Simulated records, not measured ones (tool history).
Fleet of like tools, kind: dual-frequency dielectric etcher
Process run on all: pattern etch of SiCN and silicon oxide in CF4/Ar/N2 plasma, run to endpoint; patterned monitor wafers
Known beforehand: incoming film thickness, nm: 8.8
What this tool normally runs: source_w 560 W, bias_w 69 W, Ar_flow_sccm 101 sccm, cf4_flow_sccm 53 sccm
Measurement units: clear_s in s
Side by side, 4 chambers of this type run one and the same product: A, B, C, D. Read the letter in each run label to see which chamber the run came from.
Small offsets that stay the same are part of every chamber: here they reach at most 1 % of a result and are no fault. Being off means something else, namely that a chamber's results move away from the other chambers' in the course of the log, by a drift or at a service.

run	hour	source_w	bias_w	Ar_flow_sccm	cf4_flow_sccm	hours since the last wet clean	hours since the last source power generator calibration	hours since the last bias power generator calibration	hours since the last Ar flow controller change	hours since the last CF4 flow controller change	clear_s
1A	2.4	560	69	101	53	12.8	2047.5	1045.4	1424.2	2638	9.004
2B	4.5	560	69	101	53	242.3	2107.5	1113.4	851.4	3762.9	8.8615
3C	7.9	560	69	101	53	366.3	2375.6	207.8	714.6	3834.9	8.9117
4D	10.7	560	69	101	53	208.3	1214.3	393.7	4481.2	1867.6	8.8772
5B	14.1	560	69	101	53	251.9	2117.1	1123	861	3772.5	9.037
6C	16.5	560	69	101	53	374.9	2384.2	216.4	723.2	3843.5	8.9835
7A	19	560	69	101	53	29.4	2064.1	1062	1440.8	2654.6	8.9244
8D	21.6	560	69	101	53	219.2	1225.2	404.6	4492.1	1878.5	8.9381
9B	23.8	560	69	101	53	261.6	2126.8	1132.7	870.7	3782.2	8.9603
10C	26.3	560	69	101	53	384.7	2394	226.2	733	3853.3	8.8753
11A	28.6	560	69	101	53	39	2073.7	1071.6	1450.4	2664.2	8.9697
12D	33.1	560	69	101	53	230.7	1236.7	416.1	4503.6	1890	9.0879
13C	36.2	560	69	101	53	394.6	2403.9	236.1	742.9	3863.2	8.8935
14D	38.4	560	69	101	53	236	1242	421.4	4508.9	1895.3	8.9503
15A	41.1	560	69	101	53	51.5	2086.2	1084.1	1462.9	2676.7	9.0581
16B	43.9	560	69	101	53	281.7	2146.9	1152.8	890.8	3802.3	8.9412
17A	46.8	560	69	101	53	57.2	2091.9	1089.8	1468.6	2682.4	8.9184
18B	50.4	560	69	101	53	288.2	2153.4	1159.3	897.3	3808.8	8.988
19C	54	560	69	101	53	412.4	2421.7	253.9	760.7	3881	8.8603
20D	57.3	560	69	88	53	254.9	1260.9	440.3	4527.8	1914.2	8.7239
21B	61	560	69	88	53	298.8	2164	1169.9	907.9	3819.4	8.7431
22A	65.3	560	69	88	53	75.7	2110.4	1108.3	1487.1	2700.9	8.8355
23D	68.9	560	69	88	53	266.5	1272.5	451.9	4539.4	1925.8	8.7109
24C	72.2	560	69	101	53	430.6	2439.9	272.1	778.9	3899.2	8.8394
25A	76.4	560	69	101	53	86.8	2121.5	1119.4	1498.2	2712	9.0536
26B	80.8	500	69	114	53	318.6	2183.8	1189.7	927.7	3839.2	10.086
27C	83.5	500	69	114	53	441.9	2451.2	283.4	790.2	3910.5	10.09
28D	86.7	500	69	114	53	284.3	1290.3	469.7	4557.2	1943.6	10.123
29A	89.2	500	69	114	53	99.6	2134.3	1132.2	1511	2724.8	10.172
30C	93.5	560	69	101	53	451.9	2461.2	293.4	800.2	3920.5	8.8927
31D	96.1	560	69	101	53	293.7	1299.7	479.1	4566.6	1953	9.0049
32B	99.9	560	69	101	53	337.7	2202.9	1208.8	946.8	3858.3	8.8991
33A	103.1	560	69	101	53	113.5	2148.2	1146.1	1524.9	2738.7	8.9136
34D	107	560	69	101	53	304.6	1310.6	490	4577.5	1963.9	8.9804
35B	110.8	560	69	101	53	348.6	2213.8	1219.7	957.7	3869.2	8.9281
36C	113	560	69	101	53	471.4	2480.7	312.9	819.7	3940	8.8635
37B	117.4	560	69	101	53	355.2	2220.4	1226.3	964.3	3875.8	9.0363
38D	121.2	560	69	101	53	318.8	1324.8	504.2	4591.7	1978.1	9.02
39C	125.5	560	69	101	53	483.9	2493.2	325.4	832.2	3952.5	8.9233
40A	129.4	560	69	101	53	139.8	2174.5	1172.4	1551.2	2765	9.0477
41B	133.7	560	69	101	53	371.5	2236.7	1242.6	980.6	3892.1	8.9048
42C	136	560	69	101	53	494.4	2503.7	335.9	842.7	3963	8.888
43D	138.4	560	69	101	53	336	1342	521.4	4608.9	1995.3	8.9685
44A	140.4	560	69	101	53	150.8	2185.5	1183.4	1562.2	2776	9.0335

Read the log: is a single chamber off, either drifting away or since a service, is the gauge that measures every chamber drifting, or is nothing wrong beyond small per-chamber offsets? Name any odd chamber and what most likely caused it.

No chamber stands off beyond its own small offset, and the gauge holds steady.

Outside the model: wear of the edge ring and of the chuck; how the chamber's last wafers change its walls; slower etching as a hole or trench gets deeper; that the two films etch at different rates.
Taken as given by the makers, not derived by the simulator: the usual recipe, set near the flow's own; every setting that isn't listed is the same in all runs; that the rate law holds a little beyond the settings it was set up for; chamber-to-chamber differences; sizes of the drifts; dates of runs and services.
